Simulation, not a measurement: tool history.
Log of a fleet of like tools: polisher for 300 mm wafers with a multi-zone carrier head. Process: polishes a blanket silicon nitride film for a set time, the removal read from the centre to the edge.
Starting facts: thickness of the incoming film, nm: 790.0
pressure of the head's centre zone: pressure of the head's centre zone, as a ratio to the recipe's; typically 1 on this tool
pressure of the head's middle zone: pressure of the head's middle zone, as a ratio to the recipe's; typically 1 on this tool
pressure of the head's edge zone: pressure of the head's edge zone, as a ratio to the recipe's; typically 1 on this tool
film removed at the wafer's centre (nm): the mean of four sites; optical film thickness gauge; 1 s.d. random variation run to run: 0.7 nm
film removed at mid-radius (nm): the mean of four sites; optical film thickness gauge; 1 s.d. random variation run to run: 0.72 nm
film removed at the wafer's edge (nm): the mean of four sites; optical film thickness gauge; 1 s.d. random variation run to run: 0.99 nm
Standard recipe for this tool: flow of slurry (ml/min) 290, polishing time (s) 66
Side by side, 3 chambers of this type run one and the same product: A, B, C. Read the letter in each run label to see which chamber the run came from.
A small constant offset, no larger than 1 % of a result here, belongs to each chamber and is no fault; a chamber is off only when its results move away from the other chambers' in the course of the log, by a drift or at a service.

run,hour,flow of slurry (ml/min),pressure of the head's centre zone,pressure of the head's middle zone,pressure of the head's edge zone,polishing time (s),wafers polished on this pad,hours since the slurry nozzle was cleaned,hours since the centre zone pressure was calibrated,hours since the edge zone pressure was calibrated,film removed at the wafer's centre (nm),film removed at mid-radius (nm),film removed at the wafer's edge (nm)
1C,3,290,1,1,1,66,282,88.4,105.1,847.7,92.557,91.782,91.835
2B,5.1,290,1,1,1,66,520,175.2,130.2,307,92.207,93.027,93.159
# hour 6.1: chamber A: worn pad replaced by a new one
3A,8.8,290,1,1,1,66,20,304.7,90.4,531.4,92.232,91.09,90.704
4C,13.2,290,1,1,1,66,357,98.6,115.3,857.9,92.401,93.956,93.541
5B,15.7,290,1,1,1,66,598,185.8,140.8,317.6,92.21,91.886,91.529
6A,18.8,290,1,1,1,66,93,314.7,100.4,541.4,94.087,92.74,91.403
7A,21.6,290,1,1,1,66,114,317.5,103.2,544.2,91.441,90.972,93.241
8B,25,290,1,1,1,66,667,195.1,150.1,326.9,92.286,93.646,93.818
# hour 27.5: chamber B: worn pad replaced by a new one
9C,28,290,1,1,1,66,466,113.4,130.1,872.7,93.883,92.537,92.233
10A,30.8,290,1,1,1,66,182,326.7,112.4,553.4,91.483,92.656,92.708
11C,34.4,290,1,1,1.1,66,513,119.8,136.5,879.1,92.822,92.46,98.021
12B,38.4,290,1,1,1.1,66,80,208.5,163.5,340.3,90.76,92.449,98.874
13C,43,290,1,1,1.1,66,577,128.4,145.1,887.7,92.276,92.912,96.585
14B,46.7,290,1,1,1,66,141,216.8,171.8,348.6,92.657,93.67,91.816
15A,49.3,290,1,1,1,66,318,345.2,130.9,571.9,93.265,92.687,93.211
16A,52.8,290,1,1,1,66,344,348.7,134.4,575.4,92.358,92.823,91.476
17B,57.1,290,1,1,1,66,218,227.2,182.2,359,92.603,92.209,92.492
18C,61.7,290,1,1,1,66,715,147.1,163.8,906.4,92.462,92.829,91.595
19A,65.2,290,1,1,1,66,436,361.1,146.8,587.8,91.469,91.97,92.922
20C,68.1,290,1,1,1,66,762,153.5,170.2,912.8,92.611,93.207,90.566
21B,70.4,290,1,1,1,45,316,240.5,195.5,372.3,62.563,62.559,63.495
22C,74.8,290,1,1,1,45,811,160.2,176.9,919.5,64.029,63.56,62.892
23A,77.8,290,1,1,1,45,529,373.7,159.4,600.4,62.082,62.945,63.447
24B,82.1,290,1,0.89,1,47,402,252.2,207.2,384,65.602,59.002,66.267
25C,84.7,290,1,0.89,1,47,884,170.1,186.8,929.4,65.154,58.792,65.866
26A,88.5,290,1,0.89,1,47,608,384.4,170.1,611.1,65.219,58.53,64.682
27B,91.1,290,1,1,1,66,469,261.2,216.2,393,92.049,91.9,93.926
28C,93.5,290,1,1,1,66,949,178.9,195.6,938.2,91.74,94.116,90.782
29A,95.9,290,1,1,1,66,662,391.8,177.5,618.5,92.574,92.888,91.252
30B,99.4,290,1,1,1,66,530,269.5,224.5,401.3,92.084,93.424,94.804
31B,101.4,290,1,1,1,66,545,271.5,226.5,403.3,91.775,92.465,93.648
32C,105.1,290,1,1,1,66,1035,190.5,207.2,949.8,93.142,92.191,93.087
33A,109.7,290,1,1,1,66,764,405.6,191.3,632.3,92.364,92.117,92.703
34B,114.1,290,1,1,1,66,639,284.2,239.2,416,93.486,91.591,94.724
35C,118.4,290,1,1,1,66,1133,203.8,220.5,963.1,92.657,92.283,90.676
36A,122.7,290,1,1,1,66,860,418.6,204.3,645.3,91.03,92.768,91.2
37C,126.5,290,1,1,1,66,1193,211.9,228.6,971.2,92.116,92.95,92.936
# hour 126.9: chamber B: worn pad replaced by a new one
38B,131,290,1,1,1,66,30,301.1,256.1,432.9,93.162,92.352,92.376
39A,134.5,195,1,1.12,1,66,947,430.4,216.1,657.1,87.077,98.077,89.674
40A,136.6,195,1,1.12,1,66,962,432.5,218.2,659.2,87.792,97.783,87.796

Decide between three cases: one chamber stands off from its peers, the gauge reading all wafers drifts, or nothing is wrong past each chamber's small offset. Where a chamber is off, say which and what most likely put it there.

The fleet is healthy, with each chamber sitting at its usual small offset and no drift in the gauge.

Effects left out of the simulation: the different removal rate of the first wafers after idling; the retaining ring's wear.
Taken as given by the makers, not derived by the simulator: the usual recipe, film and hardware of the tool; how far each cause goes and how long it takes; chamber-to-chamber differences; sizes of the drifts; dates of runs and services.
